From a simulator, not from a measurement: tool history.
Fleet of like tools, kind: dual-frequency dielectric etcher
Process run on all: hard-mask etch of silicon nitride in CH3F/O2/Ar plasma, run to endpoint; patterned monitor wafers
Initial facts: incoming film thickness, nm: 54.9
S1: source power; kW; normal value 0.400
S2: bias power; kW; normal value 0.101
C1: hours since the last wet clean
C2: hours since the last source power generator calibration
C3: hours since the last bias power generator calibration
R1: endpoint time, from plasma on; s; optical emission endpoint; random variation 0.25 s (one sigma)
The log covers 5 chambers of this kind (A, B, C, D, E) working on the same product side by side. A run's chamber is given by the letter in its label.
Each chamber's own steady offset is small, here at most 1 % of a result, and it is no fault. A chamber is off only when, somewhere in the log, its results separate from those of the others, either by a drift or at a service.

run 1C hour=7.4 | S1=0.400 S2=0.101 | C1=249.6 C2=1653.1 C3=337.4 | R1=70.808
run 2D hour=12.7 | S1=0.400 S2=0.101 | C1=377.4 C2=1750.0 C3=538.6 | R1=70.767
run 3E hour=19.8 | S1=0.400 S2=0.101 | C1=150.2 C2=2684.2 C3=146.5 | R1=70.542
run 4B hour=27.8 | S1=0.400 S2=0.101 | C1=353.3 C2=456.7 C3=2035.3 | R1=69.933
run 5A hour=34.7 | S1=0.400 S2=0.101 | C1=187.1 C2=113.1 C3=2630.9 | R1=71.002
run 6A hour=44.4 | S1=0.400 S2=0.111 | C1=196.8 C2=122.8 C3=2640.6 | R1=68.457
run 7D hour=52.1 | S1=0.400 S2=0.111 | C1=416.8 C2=1789.4 C3=578.0 | R1=68.598
run 8C hour=60.3 | S1=0.400 S2=0.111 | C1=302.5 C2=1706.0 C3=390.3 | R1=67.930
run 9E hour=66.1 | S1=0.400 S2=0.111 | C1=196.5 C2=2730.5 C3=192.8 | R1=67.945
run 10B hour=76.4 | S1=0.400 S2=0.111 | C1=401.9 C2=505.3 C3=2083.9 | R1=67.262
-- hour=77.1 chamber B: wet clean of the chamber
run 11A hour=82.0 | S1=0.400 S2=0.101 | C1=234.4 C2=160.4 C3=2678.2 | R1=71.235
run 12B hour=92.1 | S1=0.400 S2=0.101 | C1=15.0 C2=521.0 C3=2099.6 | R1=69.931
run 13C hour=102.3 | S1=0.400 S2=0.101 | C1=344.5 C2=1748.0 C3=432.3 | R1=70.175
run 14E hour=107.8 | S1=0.400 S2=0.101 | C1=238.2 C2=2772.2 C3=234.5 | R1=70.092
run 15D hour=117.4 | S1=0.440 S2=0.081 | C1=482.1 C2=1854.7 C3=643.3 | R1=74.009
run 16B hour=124.0 | S1=0.440 S2=0.081 | C1=46.9 C2=552.9 C3=2131.5 | R1=72.656
run 17A hour=133.1 | S1=0.440 S2=0.081 | C1=285.5 C2=211.5 C3=2729.3 | R1=73.946
run 18E hour=143.6 | S1=0.440 S2=0.081 | C1=274.0 C2=2808.0 C3=270.3 | R1=73.369
run 19D hour=150.5 | S1=0.440 S2=0.081 | C1=515.2 C2=1887.8 C3=676.4 | R1=74.277
run 20C hour=156.4 | S1=0.330 S2=0.101 | C1=398.6 C2=1802.1 C3=486.4 | R1=75.212
run 21D hour=166.2 | S1=0.330 S2=0.101 | C1=530.9 C2=1903.5 C3=692.1 | R1=77.035
run 22E hour=176.6 | S1=0.330 S2=0.101 | C1=307.0 C2=2841.0 C3=303.3 | R1=75.588
run 23C hour=181.9 | S1=0.330 S2=0.101 | C1=424.1 C2=1827.6 C3=511.9 | R1=75.743
run 24B hour=190.1 | S1=0.330 S2=0.101 | C1=113.0 C2=619.0 C3=2197.6 | R1=75.065
run 25A hour=199.7 | S1=0.400 S2=0.101 | C1=352.1 C2=278.1 C3=2795.9 | R1=70.405
run 26D hour=205.6 | S1=0.400 S2=0.101 | C1=570.3 C2=1942.9 C3=731.5 | R1=71.837
run 27B hour=214.3 | S1=0.400 S2=0.101 | C1=137.2 C2=643.2 C3=2221.8 | R1=70.199
run 28C hour=223.6 | S1=0.400 S2=0.101 | C1=465.8 C2=1869.3 C3=553.6 | R1=70.364
run 29A hour=232.8 | S1=0.400 S2=0.101 | C1=385.2 C2=311.2 C3=2829.0 | R1=70.590
run 30E hour=243.7 | S1=0.470 S2=0.077 | C1=374.1 C2=2908.1 C3=370.4 | R1=72.678
run 31B hour=251.2 | S1=0.470 S2=0.077 | C1=174.1 C2=680.1 C3=2258.7 | R1=72.294
run 32A hour=258.4 | S1=0.470 S2=0.077 | C1=410.8 C2=336.8 C3=2854.6 | R1=73.047
run 33D hour=264.2 | S1=0.470 S2=0.077 | C1=628.9 C2=2001.5 C3=790.1 | R1=74.647
run 34E hour=274.7 | S1=0.470 S2=0.077 | C1=405.1 C2=2939.1 C3=401.4 | R1=72.861
-- hour=279.5 chamber C: wet clean of the chamber
run 35C hour=281.5 | S1=0.400 S2=0.101 | C1=2.0 C2=1927.2 C3=611.5 | R1=69.898
run 36E hour=292.5 | S1=0.400 S2=0.101 | C1=422.9 C2=2956.9 C3=419.2 | R1=69.867
-- hour=294.0 chamber A: wet clean of the chamber
run 37C hour=300.5 | S1=0.400 S2=0.101 | C1=21.0 C2=1946.2 C3=630.5 | R1=70.354
run 38A hour=306.2 | S1=0.400 S2=0.101 | C1=12.2 C2=384.6 C3=2902.4 | R1=71.224
run 39D hour=313.8 | S1=0.400 S2=0.101 | C1=678.5 C2=2051.1 C3=839.7 | R1=73.026

Each of the 5 chambers runs these same settings next. Fill in every chamber's results:
run 40A hour=321.8 | S1=0.400 S2=0.110 | R1=?
run 40B hour=321.8 | S1=0.400 S2=0.110 | R1=?
run 40C hour=321.8 | S1=0.400 S2=0.110 | R1=?
run 40D hour=321.8 | S1=0.400 S2=0.110 | R1=?
run 40E hour=321.8 | S1=0.400 S2=0.110 | R1=?

run=40A R1=68.427
run=40B R1=67.241
run=40C R1=68.038
run=40D R1=70.662
run=40E R1=67.985
